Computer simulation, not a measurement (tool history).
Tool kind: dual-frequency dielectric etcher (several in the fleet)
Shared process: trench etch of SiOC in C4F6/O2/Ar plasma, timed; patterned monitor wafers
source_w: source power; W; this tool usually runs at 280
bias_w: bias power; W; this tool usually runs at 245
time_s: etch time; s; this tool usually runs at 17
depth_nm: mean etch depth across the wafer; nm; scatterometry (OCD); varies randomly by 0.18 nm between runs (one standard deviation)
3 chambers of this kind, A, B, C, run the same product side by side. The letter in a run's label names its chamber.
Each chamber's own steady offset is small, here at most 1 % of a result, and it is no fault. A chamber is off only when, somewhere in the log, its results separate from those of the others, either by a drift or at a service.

run	hour	source_w	bias_w	time_s	hours since the last wet clean	hours since the last source power generator calibration	hours since the last bias power generator calibration	read-back reference wafer on the same gauge, depth_nm	depth_nm
1B	12	280	245	17	127.3	190.1	1167.2	29.003	33.905
2C	18.2	280	245	17	358.6	373.8	1891.9	29.006	34.207
3A	26.5	280	245	17	565.6	1558.4	1206.8	29.031	34.252
4A	33.1	280	245	17	572.2	1565	1213.4	28.972	33.888
5C	43.1	280	245	17	383.5	398.7	1916.8	28.999	34.379
6B	49	280	245	17	164.3	227.1	1204.2	29.001	33.879
7C	59.8	280	245	17	400.2	415.4	1933.5	28.986	34.481
8A	72.2	280	245	17	611.3	1604.1	1252.5	28.998	33.866
9B	78.1	280	245	17	193.4	256.2	1233.3	29.009	33.765
# hour 85.8: chamber A: wet clean of the chamber
10A	89.7	280	245	17	4	1621.6	1270	28.999	34.257
11B	98.3	280	245	17	213.6	276.4	1253.5	28.975	33.945
12C	106.3	280	245	17	446.7	461.9	1980	29.029	34.959
13C	114	280	245	17	454.4	469.6	1987.7	29.024	34.526
14A	121.4	280	245	17	35.7	1653.3	1301.7	28.987	34.321
15B	132.8	280	245	17	248.1	310.9	1288	29.03	33.97
16B	139.8	280	245	17	255.1	317.9	1295	29.018	33.957
17A	151.9	280	245	14.5	66.2	1683.8	1332.2	29.028	28.894
18C	159.4	280	245	14.5	499.8	515	2033.1	29	29.8
19B	168.3	280	245	14.5	283.6	346.4	1323.5	28.998	28.856
20A	174.5	280	245	17	88.8	1706.4	1354.8	28.959	34.103
21C	183.6	280	245	17	524	539.2	2057.3	28.987	35.029
22B	196.4	280	245	17	311.7	374.5	1351.6	29.001	33.702
23C	203.2	280	245	17	543.6	558.8	2076.9	29.064	35.066
24A	209.9	280	245	17	124.2	1741.8	1390.2	29.024	34.122
25B	216.8	280	245	17	332.1	394.9	1372	29.002	33.692
26C	225.8	280	245	17	566.2	581.4	2099.5	29.059	34.871
27A	233.2	280	245	17	147.5	1765.1	1413.5	28.956	34.053
28B	241.2	280	245	17	356.5	419.3	1396.4	28.961	34.107
29C	246.8	280	245	17	587.2	602.4	2120.5	29	35.15
30A	256.3	280	245	17	170.6	1788.2	1436.6	28.981	34.006
31B	265.4	280	245	17	380.7	443.5	1420.6	28.959	34.18
# hour 273.9: chamber B: wet clean of the chamber
32A	277.2	280	245	17	191.5	1809.1	1457.5	28.981	34
33C	286.3	280	245	17	626.7	641.9	2160	28.977	35.439
34C	299	280	270	12.5	639.4	654.6	2172.7	28.975	26.981
35A	308.6	280	270	12.5	222.9	1840.5	1488.9	28.993	26.129
36B	315.2	280	270	12.5	41.4	493.3	1470.4	29.002	25.917
37C	325.1	280	245	17	665.5	680.7	2198.8	29.016	35.601
38B	332.1	280	245	17	58.3	510.2	1487.3	28.987	33.844
39A	342.4	280	245	17	256.7	1874.3	1522.7	28.988	34.027

All chambers now run identical settings, listed one chamber a line with results as question marks. What results will each chamber show?
40A	351.7	280	245	17					?
40B	351.7	280	245	17					?
40C	351.7	280	245	17					?

run	depth_nm
40A	34.119
40B	34.019
40C	35.602
